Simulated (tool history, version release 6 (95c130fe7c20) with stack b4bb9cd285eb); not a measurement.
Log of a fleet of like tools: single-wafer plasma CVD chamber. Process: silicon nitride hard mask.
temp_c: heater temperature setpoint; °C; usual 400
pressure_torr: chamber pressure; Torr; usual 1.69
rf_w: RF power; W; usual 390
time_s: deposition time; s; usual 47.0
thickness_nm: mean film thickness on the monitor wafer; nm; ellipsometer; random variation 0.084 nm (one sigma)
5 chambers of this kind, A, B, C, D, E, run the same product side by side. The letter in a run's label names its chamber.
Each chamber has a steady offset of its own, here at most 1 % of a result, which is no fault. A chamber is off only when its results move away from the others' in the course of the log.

run	hour	temp_c	pressure_torr	rf_w	time_s	read-back reference wafer on the same gauge, thickness_nm	thickness_nm
1A	11.3	400	1.69	390	47.0	70.499	65.095
2C	22.8	400	1.69	390	47.0	70.525	65.066
3B	29.8	400	1.69	390	47.0	70.538	64.475
4D	37.5	400	1.69	390	47.0	70.536	65.530
5E	48.0	400	1.69	390	47.0	70.536	64.878
6E	57.6	400	1.69	390	47.0	70.551	64.910
7D	65.1	400	1.69	390	47.0	70.553	65.373
8A	73.8	400	1.69	390	47.0	70.592	65.191
9B	80.8	400	1.69	390	47.0	70.595	64.501
10C	89.3	400	1.69	390	47.0	70.590	65.104
11B	99.6	400	1.69	390	47.0	70.596	64.577
12E	108.9	400	1.69	390	47.0	70.574	64.852
13D	117.8	400	1.69	390	47.0	70.612	65.392
14C	128.1	400	1.69	390	47.0	70.618	65.280
15A	137.5	400	1.69	390	47.0	70.633	65.251
16B	147.1	400	1.69	390	47.0	70.623	64.652
17A	155.4	400	1.69	390	47.0	70.662	65.211
18D	164.2	410	1.69	390	47.0	70.650	65.103
19E	169.8	410	1.69	390	47.0	70.679	64.701
20C	177.7	410	1.69	390	47.0	70.681	64.980
# hour 181.3: chamber D: thermocouple changed; heater temperature recalibrated
21E	187.4	410	1.69	390	47.0	70.716	64.784
# hour 187.6: chamber D: capacitance manometer re-zeroed and calibrated
22B	200.2	410	1.69	390	47.0	70.691	64.249
23C	206.2	400	1.69	390	47.0	70.685	65.250
24D	213.6	400	1.69	390	47.0	70.726	65.551
25A	225.7	400	1.69	390	47.0	70.731	65.260
26D	233.2	400	1.69	390	47.0	70.727	65.725
27B	243.7	400	1.69	390	47.0	70.708	64.669
28E	254.6	400	1.69	390	47.0	70.746	65.122
29A	260.8	400	1.69	390	47.0	70.750	65.408
# hour 267.6: chamber C: RF generator calibrated
30C	270.7	400	1.69	390	47.0	70.773	65.475
31C	279.6	400	1.69	390	47.0	70.758	65.382
32D	289.0	400	1.69	390	47.0	70.775	65.767
33B	295.2	400	1.69	390	47.0	70.777	64.916
34A	303.8	400	1.69	390	47.0	70.778	65.213
# hour 309.3: chamber A: capacitance manometer re-zeroed and calibrated
35E	309.5	409	1.94	390	47.0	70.808	67.396
36A	316.6	409	1.94	390	47.0	70.791	67.611
# hour 323.0: chamber E: capacitance manometer re-zeroed and calibrated
37C	328.7	409	1.94	390	47.0	70.816	67.852
# hour 331.5: chamber E: RF generator calibrated
38B	334.5	409	1.94	390	47.0	70.853	67.056
39E	340.2	409	1.94	390	47.0	70.819	67.502
40D	345.8	413	1.93	390	47.0	70.829	67.603
41E	358.5	413	1.93	390	47.0	70.837	67.351
42B	370.3	413	1.93	390	47.0	70.844	66.700
43A	380.0	413	1.93	390	47.0	70.842	67.611

Next, every chamber runs the same settings. What will each give?
44A	389.3	400	1.69	390	41.9		?
44B	389.3	400	1.69	390	41.9		?
44C	389.3	400	1.69	390	41.9		?
44D	389.3	400	1.69	390	41.9		?
44E	389.3	400	1.69	390	41.9		?

run	thickness_nm
44A	58.211
44B	57.747
44C	58.277
44D	58.613
44E	58.091
